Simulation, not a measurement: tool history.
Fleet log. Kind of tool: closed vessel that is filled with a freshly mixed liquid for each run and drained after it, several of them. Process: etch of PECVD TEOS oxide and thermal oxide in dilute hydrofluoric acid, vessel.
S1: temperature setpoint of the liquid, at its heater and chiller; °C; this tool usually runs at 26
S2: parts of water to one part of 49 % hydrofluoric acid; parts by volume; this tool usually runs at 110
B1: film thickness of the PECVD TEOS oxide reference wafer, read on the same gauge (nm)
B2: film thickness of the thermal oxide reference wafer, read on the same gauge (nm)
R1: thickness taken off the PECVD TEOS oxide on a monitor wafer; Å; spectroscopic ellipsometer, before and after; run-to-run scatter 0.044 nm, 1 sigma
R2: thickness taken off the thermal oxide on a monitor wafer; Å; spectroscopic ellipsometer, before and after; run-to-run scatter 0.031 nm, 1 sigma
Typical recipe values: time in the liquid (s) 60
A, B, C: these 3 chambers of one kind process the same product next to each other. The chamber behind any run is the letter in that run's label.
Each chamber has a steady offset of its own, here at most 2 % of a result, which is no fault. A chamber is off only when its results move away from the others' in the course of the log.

run 1A day=0.262 | S1=26 S2=110 time_in_the_liquid_(s)=60 | B1=120.01 B2=109.98 | R1=112.74 R2=27.532
run 2C day=0.496 | S1=26 S2=110 time_in_the_liquid_(s)=60 | B1=120.01 B2=110.01 | R1=112.09 R2=28.077
run 3B day=0.871 | S1=26 S2=110 time_in_the_liquid_(s)=60 | B1=119.99 B2=109.98 | R1=114.72 R2=28.23
run 4C day=1.25 | S1=26 S2=110 time_in_the_liquid_(s)=60 | B1=120 B2=110 | R1=112.4 R2=28.212
run 5A day=1.675 | S1=26 S2=110 time_in_the_liquid_(s)=60 | B1=120.01 B2=110.02 | R1=112.3 R2=27.452
run 6B day=1.954 | S1=26 S2=110 time_in_the_liquid_(s)=60 | B1=119.98 B2=109.98 | R1=114.69 R2=27.444
run 7A day=2.258 | S1=26 S2=110 time_in_the_liquid_(s)=60 | B1=119.99 B2=110 | R1=113.18 R2=27.849
run 8C day=2.779 | S1=24 S2=110 time_in_the_liquid_(s)=35 | B1=120.02 B2=110.01 | R1=60.807 R2=14.967
run 9B day=3.15 | S1=24 S2=110 time_in_the_liquid_(s)=35 | B1=120.02 B2=109.99 | R1=61.838 R2=15.207
run 10B day=3.404 | S1=24 S2=110 time_in_the_liquid_(s)=35 | B1=120 B2=110.01 | R1=61.628 R2=15.175
run 11A day=3.792 | S1=26 S2=110 time_in_the_liquid_(s)=60 | B1=119.99 B2=109.98 | R1=112.81 R2=27.708
run 12C day=4.196 | S1=26 S2=110 time_in_the_liquid_(s)=60 | B1=120 B2=110.03 | R1=112.04 R2=27.383
run 13A day=4.629 | S1=26 S2=110 time_in_the_liquid_(s)=60 | B1=120.01 B2=109.98 | R1=113.03 R2=27.743
run 14B day=5.121 | S1=26 S2=110 time_in_the_liquid_(s)=60 | B1=119.98 B2=109.99 | R1=113.82 R2=28.04
run 15C day=5.475 | S1=26 S2=110 time_in_the_liquid_(s)=60 | B1=120.03 B2=110.01 | R1=112.16 R2=27.652
run 16C day=5.925 | S1=26 S2=130 time_in_the_liquid_(s)=60 | B1=120.02 B2=110.01 | R1=92.407 R2=22.849
run 17A day=6.192 | S1=26 S2=130 time_in_the_liquid_(s)=60 | B1=120 B2=110.01 | R1=93.263 R2=23.249
run 18B day=6.662 | S1=26 S2=130 time_in_the_liquid_(s)=60 | B1=119.99 B2=110.02 | R1=93.484 R2=22.919
run 19A day=6.958 | S1=26 S2=110 time_in_the_liquid_(s)=60 | B1=120.01 B2=110 | R1=113.05 R2=27.316
run 20C day=7.396 | S1=26 S2=110 time_in_the_liquid_(s)=60 | B1=120.01 B2=110.02 | R1=112.07 R2=27.494
run 21B day=7.908 | S1=26 S2=60 time_in_the_liquid_(s)=70 | B1=119.97 B2=109.98 | R1=265.85 R2=64.838
run 22C day=8.217 | S1=26 S2=60 time_in_the_liquid_(s)=70 | B1=120.01 B2=110.01 | R1=252.53 R2=63.178
run 23A day=8.596 | S1=26 S2=60 time_in_the_liquid_(s)=70 | B1=120.01 B2=110 | R1=256.96 R2=64.681
run 24B day=8.904 | S1=26 S2=110 time_in_the_liquid_(s)=60 | B1=120.01 B2=110.01 | R1=114.43 R2=27.908
run 25A day=9.246 | S1=26 S2=110 time_in_the_liquid_(s)=60 | B1=119.99 B2=109.99 | R1=113.85 R2=27.973
run 26C day=9.683 | S1=26 S2=110 time_in_the_liquid_(s)=60 | B1=120 B2=110.04 | R1=112.32 R2=27.62
run 27B day=10.104 | S1=26 S2=110 time_in_the_liquid_(s)=60 | B1=120.01 B2=110 | R1=115.15 R2=28.279
run 28C day=10.354 | S1=26 S2=110 time_in_the_liquid_(s)=60 | B1=120.01 B2=109.99 | R1=112.83 R2=28.028
run 29B day=10.621 | S1=26 S2=110 time_in_the_liquid_(s)=60 | B1=120 B2=109.99 | R1=113.4 R2=28.203
run 30A day=10.871 | S1=22 S2=110 time_in_the_liquid_(s)=90 | B1=119.99 B2=110.01 | R1=145.09 R2=35.946
run 31B day=11.175 | S1=22 S2=110 time_in_the_liquid_(s)=90 | B1=119.99 B2=110 | R1=146.9 R2=35.594
run 32C day=11.55 | S1=22 S2=110 time_in_the_liquid_(s)=90 | B1=120.01 B2=110 | R1=144.22 R2=35.359
run 33A day=11.921 | S1=24 S2=70 time_in_the_liquid_(s)=60 | B1=119.97 B2=110.01 | R1=172.54 R2=42.491
run 34B day=12.383 | S1=24 S2=70 time_in_the_liquid_(s)=60 | B1=119.99 B2=110.02 | R1=177.17 R2=43.816
run 35A day=12.858 | S1=24 S2=70 time_in_the_liquid_(s)=60 | B1=120.03 B2=110.01 | R1=172.75 R2=42.843
run 36C day=13.233 | S1=24 S2=110 time_in_the_liquid_(s)=85 | B1=120.01 B2=110.02 | R1=146.64 R2=37.094
run 37B day=13.546 | S1=24 S2=110 time_in_the_liquid_(s)=85 | B1=120 B2=110.03 | R1=150.62 R2=37.199
run 38A day=13.867 | S1=24 S2=110 time_in_the_liquid_(s)=85 | B1=120.01 B2=110.01 | R1=148.25 R2=37.101
run 39C day=14.171 | S1=26 S2=110 time_in_the_liquid_(s)=60 | B1=120.01 B2=110.02 | R1=112.26 R2=27.201
run 40C day=14.621 | S1=26 S2=110 time_in_the_liquid_(s)=60 | B1=120.02 B2=110.03 | R1=111.87 R2=27.577
run 41B day=14.983 | S1=26 S2=110 time_in_the_liquid_(s)=60 | B1=120 B2=110 | R1=114.49 R2=27.648

Decide between three cases: one chamber stands off from its peers, the gauge reading all wafers drifts, or nothing is wrong past each chamber's small offset. Where a chamber is off, say which and what most likely put it there.

No chamber is off and the gauge is stable; the differences are just each chamber's small, constant offset.
